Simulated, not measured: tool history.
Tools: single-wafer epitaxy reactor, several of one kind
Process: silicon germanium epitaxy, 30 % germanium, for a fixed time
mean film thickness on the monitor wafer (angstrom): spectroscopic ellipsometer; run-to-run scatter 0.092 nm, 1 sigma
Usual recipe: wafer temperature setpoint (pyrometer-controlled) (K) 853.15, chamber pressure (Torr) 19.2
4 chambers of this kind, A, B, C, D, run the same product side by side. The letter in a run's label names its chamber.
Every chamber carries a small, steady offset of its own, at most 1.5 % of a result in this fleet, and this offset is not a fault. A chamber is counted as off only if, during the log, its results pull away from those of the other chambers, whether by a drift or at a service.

run    day  wafer temperature setpoint (pyrometer-controlled) (K)  chamber pressure (Torr)  hours since the last pyrometer calibration  hours since the last manometer calibration  read-back reference wafer on the same gauge, thickness_nm  mean film thickness on the monitor wafer (angstrom)
 1D  0.208                                                 853.15                     19.2                                      1167.9                                       438.1                                                     36.301                                               399.49
 2C  0.350                                                 853.15                     19.2                                       916.8                                       775.0                                                     36.300                                               399.07
 3A  0.612                                                 853.15                     19.2                                       833.9                                      1307.5                                                     36.304                                               399.41
 4B  0.767                                                 853.15                     19.2                                      1117.3                                       203.4                                                     36.314                                               392.94
 5A  0.904                                                 841.15                     15.1                                       840.9                                      1314.5                                                     36.281                                               288.40
 6B  1.046                                                 841.15                     15.1                                      1124.0                                       210.1                                                     36.297                                               282.74
 7C  1.179                                                 841.15                     15.1                                       936.7                                       794.9                                                     36.301                                               289.62
 8D  1.421                                                 841.15                     15.1                                      1197.0                                       467.2                                                     36.292                                               288.11
 9B  1.708                                                 853.15                     19.2                                      1139.9                                       226.0                                                     36.303                                               395.27
10D  1.942                                                 853.15                     19.2                                      1209.5                                       479.7                                                     36.302                                               399.23
11C  2.142                                                 853.15                     19.2                                       959.8                                       818.0                                                     36.305                                               398.65
12A  2.283                                                 853.15                     19.2                                       874.0                                      1347.6                                                     36.297                                               400.15
13A  2.575                                                 853.15                     19.2                                       881.0                                      1354.6                                                     36.307                                               402.02
14B  2.779                                                 853.15                     19.2                                      1165.6                                       251.7                                                     36.289                                               392.21
     2.792  -- chamber D: pyrometer calibrated
15D  2.917                                                 862.15                     17.3                                         3.1                                       503.1                                                     36.295                                               454.24
16C  3.062                                                 862.15                     17.3                                       981.9                                       840.1                                                     36.278                                               454.06
17B  3.271                                                 862.15                     17.3                                      1177.4                                       263.5                                                     36.287                                               447.09
18D  3.550                                                 862.15                     17.3                                        18.3                                       518.3                                                     36.302                                               453.31
19A  3.733                                                 853.15                     19.2                                       908.8                                      1382.4                                                     36.301                                               402.43
20C  4.017                                                 853.15                     19.2                                      1004.8                                       863.0                                                     36.301                                               400.58
21C  4.183                                                 853.15                     19.2                                      1008.8                                       867.0                                                     36.315                                               400.25
22D  4.408                                                 865.15                     23.4                                        38.9                                       538.9                                                     36.298                                               544.43
23A  4.679                                                 865.15                     23.4                                       931.5                                      1405.1                                                     36.301                                               547.76
24B  4.862                                                 865.15                     23.4                                      1215.6                                       301.7                                                     36.292                                               524.93
25A  5.079                                                 865.15                     23.4                                       941.1                                      1414.7                                                     36.292                                               546.70

Is one chamber out of step, is the gauge drifting, or do the chambers differ by no more than their own small offsets? For an off chamber, give its letter and the likeliest cause.

One chamber, B, drifts off from the rest bit by bit.
What lies behind it: wafer temperature below the value expected at the setpoint (K) = 1.71.
Not necessarily distinguishable in this log from: true pressure below the setpoint (%).

Which of the 4 candidates below, each the usual settings with something changed and its results left as question marks, puts chamber B back in line with what the other chambers give on the usual settings?
Maximum distance from the other chambers' mean on the usual settings for a result to count as in line: mean film thickness on the monitor wafer (angstrom) 3.20
26B-1  5.292                                                 853.15                     20.0                                                                                                                                                                                                       ?
26B-2  5.292                                                 853.15                     21.5                                                                                                                                                                                                       ?
26B-3  5.292                                                 853.15                     16.9                                                                                                                                                                                                       ?
26B-4  5.292                                                 853.15                     18.4                                                                                                                                                                                                       ?

Usual-settings mean across the other chambers: mean film thickness on the monitor wafer (angstrom) 400.65
  run  mean film thickness on the monitor wafer (angstrom)
26B-1                                               388.03
26B-2                                               399.45
26B-3                                               362.67
26B-4                                               375.26
Change 26B-2 lands the chamber within the allowed miss of the other chambers.
